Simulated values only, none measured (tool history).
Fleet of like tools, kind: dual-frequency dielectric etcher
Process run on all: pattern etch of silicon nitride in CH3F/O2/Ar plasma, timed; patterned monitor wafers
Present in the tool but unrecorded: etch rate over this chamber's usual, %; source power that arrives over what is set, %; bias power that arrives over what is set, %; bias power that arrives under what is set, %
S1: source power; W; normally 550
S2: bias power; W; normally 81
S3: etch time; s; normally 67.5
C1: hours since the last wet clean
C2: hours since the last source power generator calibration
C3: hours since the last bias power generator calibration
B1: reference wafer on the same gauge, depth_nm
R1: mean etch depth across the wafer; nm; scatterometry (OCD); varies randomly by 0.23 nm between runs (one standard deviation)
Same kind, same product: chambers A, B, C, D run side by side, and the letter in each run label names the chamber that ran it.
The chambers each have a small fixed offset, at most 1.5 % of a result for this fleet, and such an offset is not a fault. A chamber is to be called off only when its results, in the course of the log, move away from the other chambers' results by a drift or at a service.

run,day,S1,S2,S3,C1,C2,C3,B1,R1
1A,0.308,550,81,67.5,675.9,3366.1,685.4,56.337,55.538
# day 0.521: chamber A: wet clean of the chamber
2C,0.617,550,81,67.5,204.3,648.7,868.6,56.335,54.982
3B,0.833,550,81,67.5,627.6,2116,1063.3,56.29,55.617
4D,1.146,550,81,67.5,140.1,1531.9,1484.3,56.219,55.777
5B,1.325,550,81,67.5,639.4,2127.8,1075.1,56.308,54.984
6C,1.471,550,81,67.5,224.8,669.2,889.1,56.348,54.876
7D,1.667,550,81,67.5,152.6,1544.4,1496.8,56.266,55.916
8A,1.958,610,81,52.5,34.6,3405.7,725,56.288,44.922
# day 2.154: chamber B: wet clean of the chamber
9A,2.158,610,81,52.5,39.4,3410.5,729.8,56.282,45.053
10C,2.442,610,81,52.5,248.1,692.5,912.4,56.306,44.636
11D,2.617,610,81,52.5,175.4,1567.2,1519.6,56.305,45.173
12B,2.908,550,100,67.5,18.1,2165.8,1113.1,56.316,59.593
13A,3.146,550,100,67.5,63.1,3434.2,753.5,56.343,59.786
14C,3.429,550,100,67.5,271.8,716.2,936.1,56.307,59.172
15B,3.721,550,100,67.5,37.6,2185.3,1132.6,56.267,59.307
16D,3.883,550,81,67.5,205.8,1597.6,1550,56.322,55.722
17A,4.075,550,81,67.5,85.4,3456.5,775.8,56.344,55.217
18C,4.388,550,81,67.5,294.8,739.2,959.1,56.262,55.016
19D,4.667,550,81,67.5,224.6,1616.4,1568.8,56.264,55.959
20B,4.871,550,81,67.5,65.2,2212.9,1160.2,56.258,55.55
21D,5.108,550,81,67.5,235.2,1627,1579.4,56.326,55.901
22B,5.354,550,81,67.5,76.8,2224.5,1171.8,56.299,55.423
23A,5.512,550,81,67.5,119.9,3491,810.3,56.359,55.557
24C,5.75,550,81,67.5,327.5,771.9,991.8,56.235,54.641
25C,6.029,550,81,67.5,334.2,778.6,998.5,56.315,55.052
26B,6.254,550,81,67.5,98.4,2246.1,1193.4,56.317,55.253
27A,6.521,550,81,53.5,144.1,3515.2,834.5,56.301,43.953

What goes on in this fleet: one chamber off, a drifting gauge, or nothing beyond the chambers' own small offsets? Name the chamber and the cause, if any.

No chamber is off and the gauge is stable; the differences are just each chamber's small, constant offset.
